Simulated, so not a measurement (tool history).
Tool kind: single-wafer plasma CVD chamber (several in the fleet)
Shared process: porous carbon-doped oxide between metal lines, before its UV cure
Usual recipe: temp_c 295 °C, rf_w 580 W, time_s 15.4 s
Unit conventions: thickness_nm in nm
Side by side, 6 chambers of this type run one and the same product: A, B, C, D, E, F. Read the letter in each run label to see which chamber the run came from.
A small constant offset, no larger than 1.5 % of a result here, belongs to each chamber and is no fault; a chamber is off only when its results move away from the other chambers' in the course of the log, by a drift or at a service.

| run | hour | temp_c | rf_w | time_s | read-back reference wafer on the same gauge, thickness_nm | thickness_nm |
|---|---|---|---|---|---|---|
| 1C | 5.2 | 295 | 580 | 15.4 | 84.256 | 97.131 |
| 2F | 8.4 | 295 | 580 | 15.4 | 84.202 | 97.614 |
| 3A | 10.8 | 295 | 580 | 15.4 | 84.247 | 95.387 |
| 4B | 14.6 | 295 | 580 | 15.4 | 84.157 | 96.81 |
| 5D | 18.8 | 295 | 580 | 14 | 84.159 | 89.003 |
| 6E | 23 | 295 | 580 | 14 | 84.289 | 87.991 |
| 7C | 26.4 | 295 | 580 | 14 | 84.329 | 89.166 |
| 8F | 29.6 | 295 | 580 | 14 | 84.208 | 87.604 |
| 9B | 33.5 | 295 | 580 | 14 | 84.346 | 87.856 |
| 10D | 37.5 | 295 | 580 | 14 | 84.241 | 88.367 |
| 11E | 42 | 295 | 580 | 15.4 | 84.09 | 96.527 |
| 12A | 44.5 | 295 | 580 | 15.4 | 84.192 | 95.789 |
| 13B | 48 | 295 | 580 | 15.4 | 84.182 | 95.589 |
| 14F | 50.4 | 295 | 580 | 15.4 | 84.237 | 97.224 |
| 15D | 53.6 | 295 | 580 | 15.4 | 84.119 | 97.252 |
| 16C | 56.5 | 295 | 580 | 15.4 | 84.31 | 97.103 |
| 17A | 61.4 | 295 | 520 | 17.5 | 84.188 | 100.11 |
| 18E | 66.5 | 295 | 520 | 17.5 | 84.311 | 102.36 |
| 19D | 71.9 | 295 | 520 | 17.5 | 84.17 | 102.22 |
| 20A | 74.7 | 295 | 520 | 17.5 | 84.134 | 100.74 |
| 21E | 78.9 | 295 | 520 | 17.5 | 84.18 | 102.7 |
| 22B | 82.9 | 295 | 520 | 17.5 | 84.11 | 100.85 |
| 23F | 88.4 | 295 | 580 | 15.4 | 84.075 | 97.738 |
| 24C | 91.2 | 295 | 580 | 15.4 | 84.218 | 97.609 |
| 25C | 94 | 295 | 580 | 15.4 | 84.237 | 96.737 |
| 26A | 98.7 | 295 | 580 | 15.4 | 84.228 | 95.702 |
| 27B | 101.1 | 295 | 580 | 15.4 | 84.199 | 95.563 |
| 28E | 104.9 | 304 | 505 | 15.4 | 84.141 | 84.167 |
| 29D | 109.5 | 304 | 505 | 15.4 | 84.209 | 84.097 |
| 30F | 113.5 | 304 | 505 | 15.4 | 84.269 | 83.815 |
| 31C | 117.4 | 304 | 505 | 15.4 | 84.158 | 84.279 |
| 32F | 122.6 | 304 | 505 | 15.4 | 84.214 | 83.685 |
| 33D | 125.7 | 304 | 505 | 15.4 | 84.17 | 84.237 |
| 34B | 130.6 | 295 | 580 | 15.4 | 84.169 | 95.076 |
| 35E | 133 | 295 | 580 | 15.4 | 84.163 | 97.379 |
| 36A | 136.8 | 295 | 580 | 15.4 | 84.193 | 95.572 |
| 37F | 139.4 | 308 | 580 | 18.4 | 84.292 | 106.6 |
| 38B | 142.8 | 308 | 580 | 18.4 | 84.238 | 105.21 |

Read the log: is a single chamber off, either drifting away or since a service, is the gauge that measures every chamber drifting, or is nothing wrong beyond small per-chamber offsets? Name any odd chamber and what most likely caused it.

The fleet is healthy, with each chamber sitting at its usual small offset and no drift in the gauge.
